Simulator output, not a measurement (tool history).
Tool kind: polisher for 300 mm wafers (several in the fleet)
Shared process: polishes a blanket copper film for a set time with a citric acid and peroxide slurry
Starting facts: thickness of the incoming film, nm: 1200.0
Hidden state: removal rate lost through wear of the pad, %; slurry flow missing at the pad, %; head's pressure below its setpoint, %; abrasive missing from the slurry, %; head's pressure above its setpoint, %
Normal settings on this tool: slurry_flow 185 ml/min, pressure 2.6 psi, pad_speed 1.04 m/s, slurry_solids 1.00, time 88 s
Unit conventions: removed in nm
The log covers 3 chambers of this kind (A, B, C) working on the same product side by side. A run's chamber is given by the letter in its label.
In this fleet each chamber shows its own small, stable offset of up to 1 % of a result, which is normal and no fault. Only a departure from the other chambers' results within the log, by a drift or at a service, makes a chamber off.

run	day	slurry_flow	pressure	pad_speed	slurry_solids	time	wafers polished on this pad	hours since the slurry nozzle was cleaned	hours since the head pressure was calibrated	hours since the slurry blender was calibrated	removed
1C	0.367	185	2.6	1.04	1.00	88	297	73.5	351.0	138.0	146.230
2A	0.692	185	2.6	1.04	1.00	88	321	75.6	595.7	326.7	146.700
3B	0.896	185	2.6	1.04	1.00	88	224	94.0	464.0	110.1	144.850
# day 0.992: chamber C: head pressure recalibrated
# day 1.262: chamber A: slurry blender recalibrated
4B	1.283	185	2.6	1.04	1.00	88	317	103.3	473.3	119.4	146.040
# day 1.308: chamber C: worn pad replaced by a new one
5C	1.658	185	2.6	1.04	1.00	88	84	104.5	16.0	169.0	145.090
6A	1.946	185	3.2	1.04	1.00	88	622	105.7	625.8	16.5	176.530
# day 2.167: chamber B: worn pad replaced by a new one
# day 2.183: chamber A: worn pad replaced by a new one
7C	2.400	185	3.2	1.04	1.00	88	262	122.3	33.8	186.8	180.870
8B	2.721	185	3.2	1.04	1.00	88	133	137.8	507.8	153.9	179.940
9A	3.075	185	2.6	1.04	1.00	88	214	132.8	652.9	43.6	145.800
10B	3.308	185	2.6	1.04	1.00	88	274	151.9	521.9	168.0	147.690
# day 3.325: chamber C: worn pad replaced by a new one
11C	3.662	185	2.6	1.04	1.00	88	81	152.6	64.1	217.1	144.900
12A	3.962	185	2.6	1.04	1.00	88	427	154.1	674.2	64.9	143.380
13C	4.371	185	2.6	1.04	0.80	88	251	169.6	81.1	234.1	138.210
14B	4.571	185	2.6	1.04	0.80	88	577	182.2	552.2	198.3	138.540
# day 4.583: chamber B: worn pad replaced by a new one
15A	4.992	185	2.6	1.04	0.80	88	674	178.8	698.9	89.6	140.830
# day 5.046: chamber A: worn pad replaced by a new one
16A	5.200	185	2.6	1.04	1.00	88	37	183.8	703.9	94.6	143.560
17B	5.517	185	2.6	1.04	1.00	88	224	204.9	574.9	221.0	143.760
# day 5.679: chamber C: worn pad replaced by a new one
18C	5.900	185	2.6	1.04	1.00	88	53	206.3	117.8	270.8	145.010
19A	6.304	185	2.6	1.04	1.00	88	302	210.3	730.4	121.1	144.820
20C	6.546	185	2.6	1.04	1.10	88	208	221.8	133.3	286.3	148.130
# day 6.750: chamber B: worn pad replaced by a new one
21B	6.750	185	2.6	1.04	1.10	88	0	234.5	604.5	250.6	152.480
22B	7.188	185	2.6	1.04	1.10	88	105	245.0	615.0	261.1	150.090
23C	7.458	185	2.6	1.04	1.00	88	427	243.7	155.2	308.2	142.460
# day 7.500: chamber B: slurry blender recalibrated
24A	7.679	185	2.6	1.04	1.00	88	632	243.3	763.4	154.1	149.530
# day 7.733: chamber A: worn pad replaced by a new one
25B	8.025	185	2.6	1.04	0.75	88	306	265.1	635.1	12.7	138.120
# day 8.133: chamber C: worn pad replaced by a new one
26C	8.408	185	2.6	1.04	0.75	88	66	266.5	178.0	331.0	131.520
27A	8.758	185	2.6	1.04	0.75	88	246	269.2	789.3	180.0	137.290
# day 8.979: chamber B: worn pad replaced by a new one
28C	9.046	185	2.6	1.04	1.00	88	219	281.8	193.3	346.3	140.500
# day 9.250: chamber C: slurry blender recalibrated
29B	9.462	185	2.6	1.04	1.00	88	116	299.6	669.6	47.2	143.040
30A	9.746	185	2.6	1.04	1.00	88	483	292.9	813.0	203.7	144.080
31C	10.125	185	2.6	1.04	1.00	88	479	307.7	219.2	21.0	136.560
32A	10.567	185	1.7	1.04	1.00	88	680	312.6	832.7	223.4	95.459
33B	10.962	185	1.7	1.04	1.00	88	476	335.6	705.6	83.2	97.808
# day 11.033: chamber A: worn pad replaced by a new one
# day 11.112: chamber A: slurry nozzle cleaned
34A	11.221	185	1.7	1.04	1.00	88	45	2.7	848.4	239.1	96.808

Has any chamber moved away from the others, gradually or after a service, or does the common gauge drift, or do the chambers differ only by their own small steady offsets? State the chamber and the most likely cause if one applies.

It is chamber C that slowly wanders off from its peers.
Likeliest cause: slurry flow missing at the pad, % = 40.8.
The log may not separate it from: head's pressure below its setpoint, %.

Here are 4 candidates for chamber C's next run, each the usual settings with a change, their results left as question marks. Which one brings its results back in line with what the others give on the usual settings?
In line here means within this much of the mean the other chambers give on the usual settings: removed 6.600 nm
35C-1	11.550	185	2.6	1.04	1.00	74					?
35C-2	11.550	190	2.7	1.10	1.00	93					?
35C-3	11.550	185	2.6	1.04	1.00	81					?
35C-4	11.550	185	2.8	1.04	1.00	88					?

Mean of the other chambers on the usual settings: removed 145.890 nm
run	removed
35C-1	111.450
35C-2	154.370
35C-3	121.990
35C-4	142.600
The right change is 35C-4: it brings the chamber back within the allowed miss of the others.
